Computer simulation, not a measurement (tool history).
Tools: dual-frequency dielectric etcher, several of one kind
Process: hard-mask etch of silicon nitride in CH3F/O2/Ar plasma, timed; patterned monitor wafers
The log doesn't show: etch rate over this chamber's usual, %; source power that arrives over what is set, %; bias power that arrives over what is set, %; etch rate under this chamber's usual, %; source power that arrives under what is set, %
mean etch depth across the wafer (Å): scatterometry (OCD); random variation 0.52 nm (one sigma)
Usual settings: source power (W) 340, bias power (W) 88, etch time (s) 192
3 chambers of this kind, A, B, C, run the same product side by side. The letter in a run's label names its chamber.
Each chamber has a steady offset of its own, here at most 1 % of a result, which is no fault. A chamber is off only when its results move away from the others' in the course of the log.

| run | hour | source power (W) | bias power (W) | etch time (s) | hours since the last wet clean | hours since the last source power generator calibration | hours since the last bias power generator calibration | read-back reference wafer on the same gauge, depth_nm | mean etch depth across the wafer (Å) |
|---|---|---|---|---|---|---|---|---|---|
| 1C | 3.6 | 340 | 88 | 192 | 280.1 | 186.7 | 1767.7 | 124.93 | 1372.6 |
| 2B | 7.3 | 340 | 88 | 192 | 168.2 | 857.2 | 731.4 | 125.02 | 1365.4 |
| 3A | 10.7 | 340 | 88 | 192 | 230.8 | 1992.8 | 1137.6 | 124.98 | 1356 |
| 4C | 14.7 | 340 | 88 | 192 | 291.2 | 197.8 | 1778.8 | 125.17 | 1363 |
| 5A | 17.2 | 340 | 88 | 192 | 237.3 | 1999.3 | 1144.1 | 125 | 1355.4 |
| 6B | 19.3 | 340 | 88 | 192 | 180.2 | 869.2 | 743.4 | 125.04 | 1371.7 |
| 7C | 23.4 | 340 | 88 | 192 | 299.9 | 206.5 | 1787.5 | 125.02 | 1369.6 |
| 8B | 26.2 | 340 | 102 | 136 | 187.1 | 876.1 | 750.3 | 125 | 1033.5 |
| 9A | 29.3 | 340 | 102 | 136 | 249.4 | 2011.4 | 1156.2 | 125.13 | 1013.3 |
| 10C | 32.9 | 340 | 102 | 136 | 309.4 | 216 | 1797 | 125.09 | 1026.4 |
| 11B | 36 | 340 | 88 | 192 | 196.9 | 885.9 | 760.1 | 125.06 | 1365.2 |
| 12A | 39.3 | 270 | 88 | 154.5 | 259.4 | 2021.4 | 1166.2 | 125.02 | 998.35 |
| 13C | 42.5 | 270 | 88 | 154.5 | 319 | 225.6 | 1806.6 | 124.96 | 1006.8 |
| 14B | 45.4 | 270 | 88 | 154.5 | 206.3 | 895.3 | 769.5 | 124.95 | 1010.3 |
| 15A | 47.9 | 340 | 88 | 192 | 268 | 2030 | 1174.8 | 125.04 | 1355.7 |
| 16A | 51.4 | 290 | 67 | 192 | 271.5 | 2033.5 | 1178.3 | 125.17 | 1154 |
| 17C | 55.8 | 290 | 67 | 192 | 332.3 | 238.9 | 1819.9 | 124.99 | 1150.7 |
| 18B | 58.3 | 290 | 67 | 192 | 219.2 | 908.2 | 782.4 | 124.9 | 1166.7 |
| 19A | 61.9 | 340 | 88 | 192 | 282 | 2044 | 1188.8 | 124.91 | 1357.3 |
| 20B | 63.9 | 340 | 88 | 192 | 224.8 | 913.8 | 788 | 124.97 | 1363.3 |
| 21C | 65.8 | 340 | 88 | 192 | 342.3 | 248.9 | 1829.9 | 124.99 | 1333.6 |
| 22C | 68.4 | 340 | 88 | 192 | 344.9 | 251.5 | 1832.5 | 125.02 | 1338.1 |
| 23A | 72.8 | 340 | 88 | 192 | 292.9 | 2054.9 | 1199.7 | 125.05 | 1359.6 |
| 24B | 76.8 | 340 | 88 | 192 | 237.7 | 926.7 | 800.9 | 124.94 | 1372.8 |

What goes on in this fleet: one chamber off, a drifting gauge, or nothing beyond the chambers' own small offsets? Name the chamber and the cause, if any.

Chamber C drifts away from the others.
Cause: etch rate under this chamber's usual, % = 3.42.

Here are 4 candidates for chamber C's next run, each the usual settings with a change, their results left as question marks. Which one brings its results back in line with what the others give on the usual settings?
In line means no further than this from the other chambers' mean on the usual settings: mean etch depth across the wafer (Å) 18
| 25C-1 | 80 | 340 | 87 | 183.5 |  |  |  |  | ? |
| 25C-2 | 80 | 340 | 89 | 202 |  |  |  |  | ? |
| 25C-3 | 80 | 340 | 89 | 197 |  |  |  |  | ? |
| 25C-4 | 80 | 340 | 87 | 187 |  |  |  |  | ? |

The other chambers' mean on the usual settings: mean etch depth across the wafer (Å) 1361.6
| run | mean etch depth across the wafer (Å) |
|---|---|
| 25C-1 | 1253.9 |
| 25C-2 | 1391.6 |
| 25C-3 | 1357.2 |
| 25C-4 | 1277.8 |
25C-3 brings the chamber back in line.

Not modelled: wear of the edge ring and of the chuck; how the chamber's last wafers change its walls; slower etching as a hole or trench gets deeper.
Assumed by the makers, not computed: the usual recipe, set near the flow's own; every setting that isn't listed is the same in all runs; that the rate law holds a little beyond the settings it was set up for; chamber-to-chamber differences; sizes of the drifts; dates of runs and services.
